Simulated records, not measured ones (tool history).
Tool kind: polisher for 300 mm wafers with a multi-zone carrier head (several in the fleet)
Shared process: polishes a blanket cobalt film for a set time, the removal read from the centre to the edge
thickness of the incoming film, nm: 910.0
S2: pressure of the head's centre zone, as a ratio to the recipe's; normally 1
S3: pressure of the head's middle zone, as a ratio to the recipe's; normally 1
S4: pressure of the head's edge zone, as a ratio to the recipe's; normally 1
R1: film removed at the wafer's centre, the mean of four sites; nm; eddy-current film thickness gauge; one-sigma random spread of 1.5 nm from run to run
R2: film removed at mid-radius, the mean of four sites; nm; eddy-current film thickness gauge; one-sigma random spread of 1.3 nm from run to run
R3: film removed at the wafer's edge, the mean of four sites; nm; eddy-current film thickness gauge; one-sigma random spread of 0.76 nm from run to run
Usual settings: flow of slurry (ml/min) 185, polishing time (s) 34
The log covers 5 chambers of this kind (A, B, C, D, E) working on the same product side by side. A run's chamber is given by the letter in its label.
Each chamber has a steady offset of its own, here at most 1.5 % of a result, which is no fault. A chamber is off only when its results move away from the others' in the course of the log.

{"run": "1E", "hour": 8.4, "flow of slurry (ml/min)": 185, "S2": 1, "S3": 1, "S4": 1, "polishing time (s)": 34, "R1": 101.03, "R2": 102.9, "R3": 100.53}
{"hour": 13.2, "done": "chamber E: worn pad replaced by a new one"}
{"hour": 15.0, "done": "chamber D: worn pad replaced by a new one"}
{"run": "2D", "hour": 19.2, "flow of slurry (ml/min)": 185, "S2": 1, "S3": 1, "S4": 1, "polishing time (s)": 34, "R1": 101.46, "R2": 99.089, "R3": 99.627}
{"run": "3C", "hour": 27.9, "flow of slurry (ml/min)": 185, "S2": 1, "S3": 1, "S4": 1, "polishing time (s)": 34, "R1": 101.66, "R2": 101.25, "R3": 99.084}
{"hour": 30.3, "done": "chamber B: centre zone pressure recalibrated"}
{"run": "4B", "hour": 37.5, "flow of slurry (ml/min)": 185, "S2": 1, "S3": 1, "S4": 1, "polishing time (s)": 34, "R1": 99.793, "R2": 101.62, "R3": 100.15}
{"hour": 39.5, "done": "chamber B: worn pad replaced by a new one"}
{"run": "5A", "hour": 45.6, "flow of slurry (ml/min)": 185, "S2": 1, "S3": 1, "S4": 1, "polishing time (s)": 34, "R1": 99.461, "R2": 99.993, "R3": 99.127}
{"hour": 54.3, "done": "chamber A: worn pad replaced by a new one"}
{"run": "6C", "hour": 55.2, "flow of slurry (ml/min)": 185, "S2": 1, "S3": 1, "S4": 1, "polishing time (s)": 34, "R1": 103.72, "R2": 99.866, "R3": 100.1}
{"hour": 55.5, "done": "chamber C: worn pad replaced by a new one"}
{"run": "7B", "hour": 65.6, "flow of slurry (ml/min)": 185, "S2": 1, "S3": 1, "S4": 1, "polishing time (s)": 34, "R1": 100.18, "R2": 100.77, "R3": 99.077}
{"run": "8E", "hour": 72.3, "flow of slurry (ml/min)": 185, "S2": 1, "S3": 1, "S4": 1, "polishing time (s)": 34, "R1": 98.027, "R2": 100.17, "R3": 100.25}
{"run": "9D", "hour": 79.1, "flow of slurry (ml/min)": 185, "S2": 1, "S3": 1, "S4": 1, "polishing time (s)": 34, "R1": 98.501, "R2": 99.048, "R3": 100.1}
{"run": "10A", "hour": 89.8, "flow of slurry (ml/min)": 185, "S2": 1, "S3": 1, "S4": 1, "polishing time (s)": 34, "R1": 101.11, "R2": 100.45, "R3": 101.16}
{"hour": 95.7, "done": "chamber D: worn pad replaced by a new one"}
{"run": "11B", "hour": 99.5, "flow of slurry (ml/min)": 185, "S2": 1, "S3": 1, "S4": 1, "polishing time (s)": 34, "R1": 99.896, "R2": 99.38, "R3": 98.299}
{"run": "12A", "hour": 105.8, "flow of slurry (ml/min)": 185, "S2": 1, "S3": 1, "S4": 1, "polishing time (s)": 34, "R1": 100.85, "R2": 99.144, "R3": 99.764}
{"hour": 111.4, "done": "chamber E: worn pad replaced by a new one"}
{"run": "13C", "hour": 113.8, "flow of slurry (ml/min)": 185, "S2": 1, "S3": 1, "S4": 1, "polishing time (s)": 34, "R1": 99.383, "R2": 100.96, "R3": 99.488}
{"hour": 116.8, "done": "chamber B: worn pad replaced by a new one"}
{"run": "14D", "hour": 123.2, "flow of slurry (ml/min)": 185, "S2": 1, "S3": 1, "S4": 1, "polishing time (s)": 34, "R1": 102.06, "R2": 99.288, "R3": 100.92}
{"run": "15E", "hour": 133.2, "flow of slurry (ml/min)": 185, "S2": 1, "S3": 1, "S4": 1, "polishing time (s)": 34, "R1": 101.02, "R2": 102.95, "R3": 101.2}
{"hour": 139.4, "done": "chamber A: centre zone pressure recalibrated"}
{"run": "16D", "hour": 146.2, "flow of slurry (ml/min)": 185, "S2": 1, "S3": 1, "S4": 1, "polishing time (s)": 34, "R1": 100.13, "R2": 101.87, "R3": 100.32}
{"run": "17B", "hour": 158.4, "flow of slurry (ml/min)": 185, "S2": 1, "S3": 1, "S4": 1, "polishing time (s)": 34, "R1": 101.28, "R2": 101.87, "R3": 100.1}
{"hour": 162.5, "done": "chamber A: worn pad replaced by a new one"}
{"run": "18C", "hour": 169.0, "flow of slurry (ml/min)": 185, "S2": 1, "S3": 1, "S4": 1, "polishing time (s)": 34, "R1": 98.797, "R2": 98.373, "R3": 99.446}
{"hour": 171.4, "done": "chamber D: worn pad replaced by a new one"}
{"hour": 176.5, "done": "chamber C: worn pad replaced by a new one"}
{"run": "19A", "hour": 178.3, "flow of slurry (ml/min)": 125, "S2": 1, "S3": 1, "S4": 1, "polishing time (s)": 34, "R1": 91.63, "R2": 94.195, "R3": 96.431}
{"run": "20E", "hour": 184.5, "flow of slurry (ml/min)": 125, "S2": 1, "S3": 1, "S4": 1, "polishing time (s)": 34, "R1": 90.007, "R2": 92.612, "R3": 96.714}
{"run": "21D", "hour": 194.8, "flow of slurry (ml/min)": 125, "S2": 1, "S3": 1, "S4": 1, "polishing time (s)": 34, "R1": 92.157, "R2": 92.962, "R3": 94.744}
{"run": "22E", "hour": 204.2, "flow of slurry (ml/min)": 125, "S2": 1, "S3": 1, "S4": 1, "polishing time (s)": 34, "R1": 88.868, "R2": 93.457, "R3": 96.31}
{"hour": 206.5, "done": "chamber B: worn pad replaced by a new one"}
{"hour": 213.7, "done": "chamber C: centre zone pressure recalibrated"}
{"run": "23A", "hour": 217.7, "flow of slurry (ml/min)": 125, "S2": 1, "S3": 1, "S4": 1, "polishing time (s)": 34, "R1": 92.128, "R2": 92.353, "R3": 95.054}
{"run": "24C", "hour": 225.7, "flow of slurry (ml/min)": 185, "S2": 1, "S3": 1, "S4": 1, "polishing time (s)": 34, "R1": 98.954, "R2": 100.43, "R3": 99.373}
{"hour": 232.3, "done": "chamber E: centre zone pressure recalibrated"}
{"hour": 235.5, "done": "chamber E: worn pad replaced by a new one"}
{"run": "25B", "hour": 236.0, "flow of slurry (ml/min)": 185, "S2": 1, "S3": 1, "S4": 1, "polishing time (s)": 34, "R1": 99.908, "R2": 98.883, "R3": 100.56}
{"hour": 246.0, "done": "chamber D: worn pad replaced by a new one"}
{"run": "26C", "hour": 249.2, "flow of slurry (ml/min)": 185, "S2": 1, "S3": 1, "S4": 1, "polishing time (s)": 34, "R1": 101.18, "R2": 97.586, "R3": 99.855}
{"run": "27D", "hour": 257.4, "flow of slurry (ml/min)": 185, "S2": 1, "S3": 1, "S4": 1, "polishing time (s)": 34, "R1": 99.27, "R2": 99.428, "R3": 100.26}
{"run": "28E", "hour": 267.9, "flow of slurry (ml/min)": 185, "S2": 1, "S3": 1, "S4": 1, "polishing time (s)": 34, "R1": 98.322, "R2": 99.193, "R3": 101.18}
{"hour": 278.7, "done": "chamber C: worn pad replaced by a new one"}
{"run": "29A", "hour": 279.4, "flow of slurry (ml/min)": 185, "S2": 1, "S3": 1.06, "S4": 1.09, "polishing time (s)": 34, "R1": 99.088, "R2": 103.82, "R3": 106.24}
{"hour": 281.8, "done": "chamber B: worn pad replaced by a new one"}
{"hour": 282.6, "done": "chamber A: worn pad replaced by a new one"}
{"run": "30B", "hour": 290.8, "flow of slurry (ml/min)": 185, "S2": 1, "S3": 1.06, "S4": 1.09, "polishing time (s)": 34, "R1": 101.53, "R2": 105.42, "R3": 104.58}
{"run": "31B", "hour": 301.3, "flow of slurry (ml/min)": 185, "S2": 1, "S3": 1.06, "S4": 1.09, "polishing time (s)": 34, "R1": 100.51, "R2": 106.54, "R3": 103.25}
{"run": "32D", "hour": 308.7, "flow of slurry (ml/min)": 185, "S2": 1, "S3": 1.06, "S4": 1.09, "polishing time (s)": 34, "R1": 102.07, "R2": 105.77, "R3": 104.85}
{"run": "33A", "hour": 319.1, "flow of slurry (ml/min)": 185, "S2": 1, "S3": 1.06, "S4": 1.09, "polishing time (s)": 34, "R1": 98.397, "R2": 106.58, "R3": 106.85}
{"hour": 328.5, "done": "chamber D: worn pad replaced by a new one"}
{"run": "34C", "hour": 331.9, "flow of slurry (ml/min)": 185, "S2": 1, "S3": 1, "S4": 1, "polishing time (s)": 34, "R1": 100.5, "R2": 98.419, "R3": 99.376}
{"run": "35E", "hour": 339.0, "flow of slurry (ml/min)": 185, "S2": 1, "S3": 1, "S4": 1, "polishing time (s)": 34, "R1": 98.495, "R2": 101.31, "R3": 99.664}
{"hour": 339.7, "done": "chamber C: slurry nozzle cleaned"}
{"hour": 344.3, "done": "chamber E: worn pad replaced by a new one"}
{"run": "36E", "hour": 350.8, "flow of slurry (ml/min)": 185, "S2": 1, "S3": 1, "S4": 1, "polishing time (s)": 34, "R1": 101.11, "R2": 102.32, "R3": 101.15}
{"hour": 355.6, "done": "chamber D: centre zone pressure recalibrated"}
{"run": "37A", "hour": 362.7, "flow of slurry (ml/min)": 185, "S2": 1, "S3": 1, "S4": 1, "polishing time (s)": 34, "R1": 97.989, "R2": 100.14, "R3": 100.1}
{"hour": 370.1, "done": "chamber B: worn pad replaced by a new one"}
{"run": "38D", "hour": 373.1, "flow of slurry (ml/min)": 185, "S2": 0.92, "S3": 1, "S4": 1.06, "polishing time (s)": 34, "R1": 91.849, "R2": 99.908, "R3": 103.49}
{"run": "39B", "hour": 386.2, "flow of slurry (ml/min)": 185, "S2": 0.92, "S3": 1, "S4": 1.06, "polishing time (s)": 34, "R1": 95.049, "R2": 102.71, "R3": 103.53}
{"hour": 390.7, "done": "chamber C: worn pad replaced by a new one"}
{"run": "40C", "hour": 396.5, "flow of slurry (ml/min)": 185, "S2": 0.92, "S3": 1, "S4": 1.06, "polishing time (s)": 34, "R1": 91.631, "R2": 99.732, "R3": 102.29}
{"hour": 399.7, "done": "chamber D: worn pad replaced by a new one"}
{"run": "41D", "hour": 409.4, "flow of slurry (ml/min)": 185, "S2": 0.92, "S3": 1, "S4": 1.06, "polishing time (s)": 34, "R1": 90.525, "R2": 98.72, "R3": 103.25}
{"run": "42E", "hour": 418.7, "flow of slurry (ml/min)": 185, "S2": 0.92, "S3": 1, "S4": 1.06, "polishing time (s)": 34, "R1": 90.607, "R2": 100.37, "R3": 104.5}

One chamber off, gauge drift, or nothing amiss beyond the chambers' own small offsets? If it is a chamber, which one, and what is the likeliest cause?

No chamber stands off beyond its own small offset, and the gauge holds steady.
